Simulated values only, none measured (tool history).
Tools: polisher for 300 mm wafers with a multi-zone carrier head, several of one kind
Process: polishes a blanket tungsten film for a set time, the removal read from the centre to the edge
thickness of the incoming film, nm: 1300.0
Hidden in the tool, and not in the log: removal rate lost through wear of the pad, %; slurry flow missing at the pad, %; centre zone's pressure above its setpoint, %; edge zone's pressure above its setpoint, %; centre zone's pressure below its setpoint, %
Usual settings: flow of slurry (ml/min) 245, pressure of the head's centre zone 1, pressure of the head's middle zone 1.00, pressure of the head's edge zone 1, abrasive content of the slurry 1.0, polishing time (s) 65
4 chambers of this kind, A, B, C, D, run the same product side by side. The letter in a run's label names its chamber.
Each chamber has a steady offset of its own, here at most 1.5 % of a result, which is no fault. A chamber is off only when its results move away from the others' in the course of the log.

run,hour,flow of slurry (ml/min),pressure of the head's centre zone,pressure of the head's middle zone,pressure of the head's edge zone,abrasive content of the slurry,polishing time (s),wafers polished on this pad,hours since the slurry nozzle was cleaned,hours since the centre zone pressure was calibrated,hours since the edge zone pressure was calibrated,film removed at the wafer's centre (nm),film removed at mid-radius (nm),film removed at the wafer's edge (nm)
1C,4.3,245,1,1.00,1,1.0,65,510,415.0,265.0,139.3,403.43,407.92,407.72
2A,8.6,245,1,1.00,1,1.0,65,443,199.6,620.4,773.1,410.11,412.03,412.72
3B,11.6,245,1,1.00,1,1.0,65,1101,15.5,97.5,399.7,415.55,410.96,416.06
4D,14.9,245,1,1.00,1,1.0,65,1150,210.8,321.2,264.5,417.08,414.36,415.09
# hour 17.9: chamber B: worn pad replaced by a new one
5C,18.5,245,1,1.00,1,1.0,65,661,429.2,279.2,153.5,408.74,408.62,409.83
6B,23.6,245,1,1.00,1,1.0,65,61,27.5,109.5,411.7,407.57,404.96,416.60
# hour 25.1: chamber D: worn pad replaced by a new one
7D,29.3,245,1,1.00,1,1.0,65,44,225.2,335.6,278.9,410.12,421.51,414.77
8A,32.7,245,1,1.00,1,1.0,65,700,223.7,644.5,797.2,407.22,408.98,410.67
9D,38.8,245,1,1.00,1,1.0,65,145,234.7,345.1,288.4,409.36,416.80,415.47
10A,43.5,245,1,1.00,1,1.0,65,815,234.5,655.3,808.0,411.41,402.65,415.93
11B,48.7,245,1,1.00,1,1.0,65,328,52.6,134.6,436.8,414.38,408.75,408.54
12C,54.3,245,1,1.00,1,1.0,65,1042,465.0,315.0,189.3,405.77,403.35,403.23
# hour 55.9: chamber D: slurry nozzle cleaned
# hour 59.5: chamber C: worn pad replaced by a new one
13C,60.2,245,1,0.89,1,1.0,65,7,470.9,320.9,195.2,410.09,368.40,413.73
14A,65.8,245,1,0.89,1,1.0,65,1052,256.8,677.6,830.3,405.68,367.66,413.99
15D,71.1,245,1,0.89,1,1.0,65,489,15.2,377.4,320.7,412.10,382.82,409.03
16B,75.5,245,1,0.89,1,1.0,65,613,79.4,161.4,463.6,412.96,364.25,416.25
17D,81.0,245,1,1.12,1,1.0,55,594,25.1,387.3,330.6,348.43,393.57,350.38
18A,84.6,245,1,1.12,1,1.0,55,1252,275.6,696.4,849.1,342.80,380.54,349.64
19C,89.0,245,1,1.12,1,1.0,55,314,499.7,349.7,224.0,336.26,381.84,346.32
20B,92.2,245,1,1.12,1,1.0,55,791,96.1,178.1,480.3,350.24,382.03,351.46
21D,95.5,245,1,1.00,1,1.0,65,749,39.6,401.8,345.1,409.35,418.51,414.47
22C,100.7,245,1,1.00,1,1.0,65,438,511.4,361.4,235.7,391.65,412.98,415.28
23A,106.3,245,1,1.00,1,1.0,65,1483,297.3,718.1,870.8,408.51,408.18,417.58
# hour 109.0: chamber A: worn pad replaced by a new one
24B,111.6,245,1,1.00,1,1.0,65,998,115.5,197.5,499.7,413.99,413.92,418.37
25A,117.2,245,1,1.00,1,1.0,65,88,308.2,729.0,881.7,411.57,418.17,414.02
26B,121.1,245,1,1.00,1,1.0,65,1099,125.0,207.0,509.2,415.31,415.64,414.75
27C,124.4,245,1,1.00,1,1.0,65,690,535.1,385.1,259.4,379.26,404.66,409.01
28D,128.1,245,1,1.00,1,1.1,65,1096,72.2,434.4,377.7,422.65,426.41,423.61
29D,131.0,245,1,1.00,1,1.1,65,1127,75.1,437.3,380.6,423.47,430.55,422.39
# hour 132.1: chamber B: worn pad replaced by a new one
30B,137.2,245,1,1.00,1,1.1,65,54,141.1,223.1,525.3,418.54,423.81,427.76
# hour 138.7: chamber A: edge zone pressure recalibrated
31A,142.9,245,1,1.00,1,1.1,65,361,333.9,754.7,4.2,419.49,423.02,422.06
# hour 144.4: chamber C: worn pad replaced by a new one
32C,147.7,245,1,1.00,1,1.0,65,35,558.4,408.4,282.7,371.70,402.53,411.31
33C,153.4,245,1,1.00,1,1.0,65,96,564.1,414.1,288.4,372.99,410.66,413.65
34A,157.4,245,1,1.00,1,1.0,65,515,348.4,769.2,18.7,410.60,412.18,419.37

Next, every chamber runs the same settings. What will each give?
35A,162.1,245,1,1.00,1,1.0,65,,,,,?,?,?
35B,162.1,245,1,1.00,1,1.0,65,,,,,?,?,?
35C,162.1,245,1,1.00,1,1.0,65,,,,,?,?,?
35D,162.1,245,1,1.00,1,1.0,65,,,,,?,?,?

run,film removed at the wafer's centre (nm),film removed at mid-radius (nm),film removed at the wafer's edge (nm)
35A,408.17,412.03,412.86
35B,409.26,426.10,421.97
35C,365.95,406.06,417.10
35D,404.08,408.59,408.18

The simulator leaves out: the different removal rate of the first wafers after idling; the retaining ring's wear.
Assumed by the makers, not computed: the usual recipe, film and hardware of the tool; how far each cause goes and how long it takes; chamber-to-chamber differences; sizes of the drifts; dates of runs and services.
